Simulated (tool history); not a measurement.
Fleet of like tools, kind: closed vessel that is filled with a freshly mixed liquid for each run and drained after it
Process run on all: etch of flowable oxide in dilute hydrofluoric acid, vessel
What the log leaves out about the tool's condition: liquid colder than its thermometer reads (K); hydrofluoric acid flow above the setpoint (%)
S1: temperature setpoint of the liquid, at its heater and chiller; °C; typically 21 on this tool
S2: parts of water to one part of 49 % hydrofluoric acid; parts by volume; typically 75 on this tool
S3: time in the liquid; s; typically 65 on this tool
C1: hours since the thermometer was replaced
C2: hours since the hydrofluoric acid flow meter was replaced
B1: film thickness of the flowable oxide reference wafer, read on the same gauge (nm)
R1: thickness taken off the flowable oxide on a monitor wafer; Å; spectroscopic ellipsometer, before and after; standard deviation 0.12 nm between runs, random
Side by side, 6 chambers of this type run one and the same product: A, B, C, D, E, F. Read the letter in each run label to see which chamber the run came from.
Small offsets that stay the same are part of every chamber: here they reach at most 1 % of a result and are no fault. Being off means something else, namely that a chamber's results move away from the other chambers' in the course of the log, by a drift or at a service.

{"run": "1F", "hour": 7.0, "S1": 21, "S2": 75, "S3": 65, "C1": 1118.9, "C2": 384.9, "B1": 39.993, "R1": 209.16}
{"run": "2E", "hour": 15.0, "S1": 21, "S2": 75, "S3": 65, "C1": 287.7, "C2": 206.2, "B1": 40.018, "R1": 209.9}
{"run": "3A", "hour": 20.0, "S1": 21, "S2": 75, "S3": 65, "C1": 641, "C2": 575.4, "B1": 40.012, "R1": 212.05}
{"run": "4B", "hour": 28.3, "S1": 21, "S2": 75, "S3": 65, "C1": 1692, "C2": 658.7, "B1": 40, "R1": 209.3}
{"run": "5C", "hour": 35.3, "S1": 21, "S2": 75, "S3": 65, "C1": 879.2, "C2": 791.6, "B1": 39.996, "R1": 209.64}
{"run": "6D", "hour": 44.0, "S1": 21, "S2": 75, "S3": 65, "C1": 805.2, "C2": 782.6, "B1": 40.001, "R1": 209.72}
{"run": "7F", "hour": 50.2, "S1": 21, "S2": 75, "S3": 65, "C1": 1162.1, "C2": 428.1, "B1": 39.95, "R1": 212.95}
{"run": "8C", "hour": 55.0, "S1": 21, "S2": 75, "S3": 65, "C1": 898.9, "C2": 811.3, "B1": 40.008, "R1": 207.44}
{"run": "9A", "hour": 60.2, "S1": 21, "S2": 75, "S3": 65, "C1": 681.2, "C2": 615.6, "B1": 40.018, "R1": 209.9}
{"run": "10E", "hour": 67.3, "S1": 24.5, "S2": 75, "S3": 65, "C1": 340, "C2": 258.5, "B1": 40.006, "R1": 242.09}
{"run": "11D", "hour": 76.8, "S1": 24.5, "S2": 75, "S3": 65, "C1": 838, "C2": 815.4, "B1": 39.962, "R1": 241.35}
{"run": "12B", "hour": 81.1, "S1": 24.5, "S2": 75, "S3": 65, "C1": 1744.8, "C2": 711.5, "B1": 40.012, "R1": 242.24}
{"run": "13B", "hour": 87.3, "S1": 24.5, "S2": 75, "S3": 65, "C1": 1751, "C2": 717.7, "B1": 40.006, "R1": 243.54}
{"run": "14C", "hour": 95.3, "S1": 24.5, "S2": 75, "S3": 65, "C1": 939.2, "C2": 851.6, "B1": 39.985, "R1": 240.71}
{"run": "15D", "hour": 102.2, "S1": 24.5, "S2": 75, "S3": 65, "C1": 863.4, "C2": 840.8, "B1": 39.969, "R1": 241.25}
{"run": "16A", "hour": 111.0, "S1": 21, "S2": 75, "S3": 65, "C1": 732, "C2": 666.4, "B1": 40.017, "R1": 208.61}
{"run": "17E", "hour": 116.3, "S1": 21, "S2": 75, "S3": 65, "C1": 389, "C2": 307.5, "B1": 39.98, "R1": 209.55}
{"run": "18F", "hour": 122.4, "S1": 21, "S2": 75, "S3": 65, "C1": 1234.3, "C2": 500.3, "B1": 40.02, "R1": 211.7}
{"run": "19C", "hour": 128.2, "S1": 21, "S2": 75, "S3": 65, "C1": 972.1, "C2": 884.5, "B1": 40.015, "R1": 207.98}
{"run": "20D", "hour": 137.2, "S1": 21, "S2": 75, "S3": 65, "C1": 898.4, "C2": 875.8, "B1": 40.055, "R1": 209.07}
{"run": "21E", "hour": 142.1, "S1": 21, "S2": 75, "S3": 65, "C1": 414.8, "C2": 333.3, "B1": 39.991, "R1": 211.64}
{"hour": 144.1, "done": "chamber B: thermometer replaced"}
{"run": "22A", "hour": 149.7, "S1": 21, "S2": 75, "S3": 65, "C1": 770.7, "C2": 705.1, "B1": 40.01, "R1": 213.11}
{"run": "23F", "hour": 158.2, "S1": 21, "S2": 75, "S3": 65, "C1": 1270.1, "C2": 536.1, "B1": 39.989, "R1": 211.27}
{"run": "24B", "hour": 165.6, "S1": 21, "S2": 75, "S3": 65, "C1": 21.6, "C2": 796, "B1": 39.958, "R1": 211.5}
{"run": "25A", "hour": 173.4, "S1": 21, "S2": 75, "S3": 65, "C1": 794.4, "C2": 728.8, "B1": 40.013, "R1": 210.2}
{"run": "26C", "hour": 182.7, "S1": 21, "S2": 75, "S3": 65, "C1": 1026.6, "C2": 939, "B1": 39.979, "R1": 208.74}
{"run": "27F", "hour": 188.4, "S1": 21, "S2": 75, "S3": 65, "C1": 1300.3, "C2": 566.3, "B1": 39.978, "R1": 211.63}
{"run": "28D", "hour": 194.2, "S1": 21, "S2": 75, "S3": 65, "C1": 955.4, "C2": 932.8, "B1": 40.006, "R1": 212.55}
{"run": "29E", "hour": 201.2, "S1": 21, "S2": 75, "S3": 65, "C1": 473.9, "C2": 392.4, "B1": 39.979, "R1": 209.25}
{"run": "30B", "hour": 210.2, "S1": 21, "S2": 75, "S3": 65, "C1": 66.2, "C2": 840.6, "B1": 39.989, "R1": 211.36}
{"run": "31D", "hour": 218.6, "S1": 21, "S2": 75, "S3": 65, "C1": 979.8, "C2": 957.2, "B1": 39.984, "R1": 210.26}
{"run": "32B", "hour": 224.9, "S1": 21, "S2": 75, "S3": 65, "C1": 80.9, "C2": 855.3, "B1": 40.035, "R1": 210.23}
{"run": "33A", "hour": 232.2, "S1": 21, "S2": 75, "S3": 65, "C1": 853.2, "C2": 787.6, "B1": 40.004, "R1": 212.15}
{"run": "34C", "hour": 237.7, "S1": 21, "S2": 75, "S3": 65, "C1": 1081.6, "C2": 994, "B1": 40.011, "R1": 210.67}
{"run": "35F", "hour": 244.1, "S1": 21, "S2": 75, "S3": 65, "C1": 1356, "C2": 622, "B1": 40.012, "R1": 211.65}
{"run": "36E", "hour": 249.5, "S1": 21, "S2": 75, "S3": 65, "C1": 522.2, "C2": 440.7, "B1": 39.995, "R1": 205.38}
{"run": "37B", "hour": 255.0, "S1": 21, "S2": 75, "S3": 65, "C1": 111, "C2": 885.4, "B1": 40.027, "R1": 211.2}
{"run": "38E", "hour": 262.6, "S1": 21, "S2": 75, "S3": 65, "C1": 535.3, "C2": 453.8, "B1": 40.021, "R1": 204.35}
{"run": "39F", "hour": 267.1, "S1": 23, "S2": 75, "S3": 65, "C1": 1379, "C2": 645, "B1": 39.986, "R1": 228.39}
{"run": "40C", "hour": 276.0, "S1": 23, "S2": 75, "S3": 65, "C1": 1119.9, "C2": 1032.3, "B1": 39.981, "R1": 226.5}
{"run": "41A", "hour": 283.9, "S1": 23, "S2": 75, "S3": 65, "C1": 904.9, "C2": 839.3, "B1": 40.017, "R1": 229.37}
{"run": "42D", "hour": 291.4, "S1": 23, "S2": 75, "S3": 65, "C1": 1052.6, "C2": 1030, "B1": 40.01, "R1": 226.21}
{"run": "43A", "hour": 296.3, "S1": 23, "S2": 75, "S3": 65, "C1": 917.3, "C2": 851.7, "B1": 40.004, "R1": 229.68}

For the next run the whole fleet of 6 chambers uses the same settings. Give each chamber's results:
{"run": "44A", "hour": 303.3, "S1": 21, "S2": 115, "S3": 65, "R1": "?"}
{"run": "44B", "hour": 303.3, "S1": 21, "S2": 115, "S3": 65, "R1": "?"}
{"run": "44C", "hour": 303.3, "S1": 21, "S2": 115, "S3": 65, "R1": "?"}
{"run": "44D", "hour": 303.3, "S1": 21, "S2": 115, "S3": 65, "R1": "?"}
{"run": "44E", "hour": 303.3, "S1": 21, "S2": 115, "S3": 65, "R1": "?"}
{"run": "44F", "hour": 303.3, "S1": 21, "S2": 115, "S3": 65, "R1": "?"}

run=44A R1=130.82
run=44B R1=132.71
run=44C R1=128.3
run=44D R1=128.89
run=44E R1=125.2
run=44F R1=131.31
